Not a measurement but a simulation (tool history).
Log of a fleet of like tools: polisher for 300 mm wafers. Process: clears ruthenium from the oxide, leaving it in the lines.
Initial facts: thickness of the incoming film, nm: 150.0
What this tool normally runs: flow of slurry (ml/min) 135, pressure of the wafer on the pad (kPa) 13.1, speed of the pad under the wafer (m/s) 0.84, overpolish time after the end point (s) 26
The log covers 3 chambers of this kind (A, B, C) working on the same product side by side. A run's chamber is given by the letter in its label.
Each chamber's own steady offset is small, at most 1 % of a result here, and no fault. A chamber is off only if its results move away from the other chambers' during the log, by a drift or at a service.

run,hour,flow of slurry (ml/min),pressure of the wafer on the pad (kPa),speed of the pad under the wafer (m/s),overpolish time after the end point (s),wafers polished on this pad,hours since the slurry nozzle was cleaned,hours since the head pressure was calibrated,time until the end point was called (s)
1C,5.8,135,13.1,0.84,26,575,348,35,208.27
2B,13.4,135,13.1,0.84,26,165,313.5,424.3,205.32
3A,18.5,135,13.1,0.84,26,934,20.2,880.6,205.23
4C,24.8,135,13.1,0.84,26,731,367,54,204.53
5A,31.9,135,13.1,0.84,26,1044,33.6,894,210.97
6B,35.9,135,13.1,0.84,26,350,336,446.8,206.42
# hour 40.1: chamber A: head pressure recalibrated
7C,40.5,135,13.1,0.84,26,860,382.7,69.7,211.21
8B,44.7,135,13.1,0.84,26,422,344.8,455.6,199.95
9A,49.1,135,13.1,0.84,26,1185,50.8,9.1,214.3
10A,53.5,135,13.1,0.84,26,1222,55.2,13.5,204.55
# hour 54.4: chamber B: worn pad replaced by a new one
11B,57.3,135,13.1,0.74,26,24,357.4,468.2,233.67
12C,60.7,135,13.1,0.74,26,1026,402.9,89.9,227.08
13C,65.3,135,13.1,0.74,26,1064,407.5,94.5,238.05
14A,71.7,135,13.1,0.84,26,1371,73.4,31.7,216.6
15B,77,135,13.1,0.84,26,186,377.1,487.9,200.82
16A,83,135,13.1,0.84,26,1464,84.7,43,210.36
17B,87.4,135,13.1,0.84,26,271,387.5,498.3,208.28
# hour 90.1: chamber C: worn pad replaced by a new one
18C,93.4,135,13.1,0.84,26,27,435.6,122.6,204.75
19C,96.8,135,13.1,0.84,26,55,439,126,200.18
20A,102.7,135,13.1,0.84,26,1626,104.4,62.7,218.46
21B,108.6,135,13.1,0.84,26,446,408.7,519.5,205.02
22A,115.8,135,13.1,0.84,26,1734,117.5,75.8,215.44
# hour 121.8: chamber B: worn pad replaced by a new one
23B,122.1,135,15.2,0.84,20,2,422.2,533,179.58
24C,127,135,15.2,0.84,20,303,469.2,156.2,175.27
25B,133.9,135,15.2,0.84,20,99,434,544.8,176.1
26A,137.9,135,9,0.84,26,1916,139.6,97.9,327.81
27C,142.7,135,9,0.84,26,432,484.9,171.9,298.33
28B,147.1,135,9,0.84,26,208,447.2,558,288.92
29A,151.3,135,13.1,0.84,26,2026,153,111.3,220.46
30C,155.3,135,13.1,0.84,26,536,497.5,184.5,203.63
31B,160.4,180,13.1,0.84,26,317,460.5,571.3,199.84
32C,164.1,180,13.1,0.84,26,608,506.3,193.3,195.65
33A,168.6,180,13.1,0.84,26,2168,170.3,128.6,213.34
34B,175.4,135,13.1,0.84,26,441,475.5,586.3,202.46
35C,179,135,13.1,0.84,26,731,521.2,208.2,202.78
36A,182.6,135,13.1,0.84,26,2283,184.3,142.6,226.61
37A,186.7,135,13.1,0.84,26,2317,188.4,146.7,222.23
38C,193.3,135,13.1,0.84,26,848,535.5,222.5,205.18

Next, every chamber runs the same settings. What will each give?
39A,198.9,135,13.1,0.84,26,,,,?
39B,198.9,135,13.1,0.84,26,,,,?
39C,198.9,135,13.1,0.84,26,,,,?

run,time until the end point was called (s)
39A,227.23
39B,206.53
39C,210.79
